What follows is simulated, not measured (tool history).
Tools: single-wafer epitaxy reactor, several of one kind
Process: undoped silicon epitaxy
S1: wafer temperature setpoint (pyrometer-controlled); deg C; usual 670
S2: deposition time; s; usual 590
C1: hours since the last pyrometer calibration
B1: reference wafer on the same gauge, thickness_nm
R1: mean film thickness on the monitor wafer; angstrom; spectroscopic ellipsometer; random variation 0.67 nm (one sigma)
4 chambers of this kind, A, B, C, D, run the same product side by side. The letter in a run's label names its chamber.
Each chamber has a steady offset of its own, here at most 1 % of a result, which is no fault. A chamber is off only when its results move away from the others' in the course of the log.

| run | hour | S1 | S2 | C1 | B1 | R1 |
|---|---|---|---|---|---|---|
| 1B | 5.8 | 670 | 590 | 1822.2 | 136.03 | 1507.6 |
| 2A | 14.4 | 670 | 590 | 1397.3 | 136.11 | 1522.6 |
| 3C | 21.6 | 670 | 590 | 562.5 | 136.00 | 1516.7 |
| 4D | 29.5 | 670 | 590 | 211.1 | 135.93 | 1520.1 |
| 5B | 37.6 | 670 | 590 | 1854.0 | 135.92 | 1505.7 |
| 6A | 46.2 | 670 | 590 | 1429.1 | 136.12 | 1517.8 |
| 7D | 54.0 | 670 | 590 | 235.6 | 135.91 | 1500.2 |
| 8C | 59.3 | 670 | 590 | 600.2 | 135.93 | 1517.3 |
| 9C | 64.4 | 670 | 590 | 605.3 | 136.05 | 1513.3 |
| 10B | 70.4 | 670 | 590 | 1886.8 | 135.98 | 1516.4 |
| 11A | 75.6 | 670 | 590 | 1458.5 | 135.93 | 1529.8 |
| 12D | 81.1 | 670 | 590 | 262.7 | 136.04 | 1507.1 |
| 13D | 87.6 | 670 | 631 | 269.2 | 135.97 | 1624.9 |
| 14C | 96.3 | 670 | 631 | 637.2 | 135.99 | 1616.8 |
| 15B | 102.5 | 670 | 631 | 1918.9 | 136.06 | 1620.3 |
| 16A | 106.8 | 670 | 631 | 1489.7 | 136.04 | 1641.5 |
| 17D | 115.4 | 680 | 590 | 297.0 | 135.96 | 1862.5 |
| 18B | 123.0 | 680 | 590 | 1939.4 | 136.00 | 1842.6 |
| 19A | 132.2 | 680 | 590 | 1515.1 | 135.97 | 1865.9 |
| 20C | 138.8 | 680 | 590 | 679.7 | 135.98 | 1868.2 |
| 21C | 147.1 | 670 | 590 | 688.0 | 135.88 | 1529.2 |
| 22D | 153.9 | 670 | 590 | 335.5 | 136.09 | 1504.4 |
| 23B | 159.0 | 670 | 590 | 1975.4 | 135.92 | 1508.0 |
| 24A | 167.7 | 670 | 590 | 1550.6 | 136.13 | 1533.4 |
| 25B | 175.8 | 670 | 590 | 1992.2 | 136.07 | 1527.2 |
| 26A | 180.5 | 670 | 590 | 1563.4 | 136.00 | 1525.0 |
| 27D | 185.1 | 670 | 653 | 366.7 | 135.95 | 1666.4 |
| 28C | 193.6 | 670 | 653 | 734.5 | 136.16 | 1665.3 |
| 29D | 198.4 | 670 | 653 | 380.0 | 135.94 | 1682.0 |
| 30C | 202.9 | 670 | 653 | 743.8 | 136.14 | 1679.3 |
| 31B | 208.7 | 670 | 590 | 2025.1 | 135.98 | 1505.0 |
| 32A | 214.2 | 670 | 590 | 1597.1 | 135.89 | 1521.0 |
| 33A | 219.0 | 670 | 590 | 1601.9 | 135.96 | 1517.1 |
| 34C | 224.8 | 670 | 590 | 765.7 | 136.01 | 1516.2 |
| 35B | 233.7 | 655 | 550 | 2050.1 | 136.11 | 1025.2 |
| 36D | 240.4 | 655 | 550 | 422.0 | 136.02 | 1025.8 |
| 37D | 245.8 | 655 | 550 | 427.4 | 136.08 | 1019.5 |
| 38B | 254.1 | 655 | 550 | 2070.5 | 135.94 | 1031.2 |
| 39C | 261.0 | 670 | 590 | 801.9 | 136.03 | 1512.3 |
| 40A | 268.4 | 670 | 590 | 1651.3 | 136.12 | 1525.6 |
| 41A | 277.4 | 670 | 590 | 1660.3 | 136.13 | 1519.6 |

Is one chamber off against the others, does the gauge drift, or is nothing wrong? If a chamber is off, say which, and what the likeliest cause is.

No chamber stands off beyond its own small offset, and the gauge holds steady.

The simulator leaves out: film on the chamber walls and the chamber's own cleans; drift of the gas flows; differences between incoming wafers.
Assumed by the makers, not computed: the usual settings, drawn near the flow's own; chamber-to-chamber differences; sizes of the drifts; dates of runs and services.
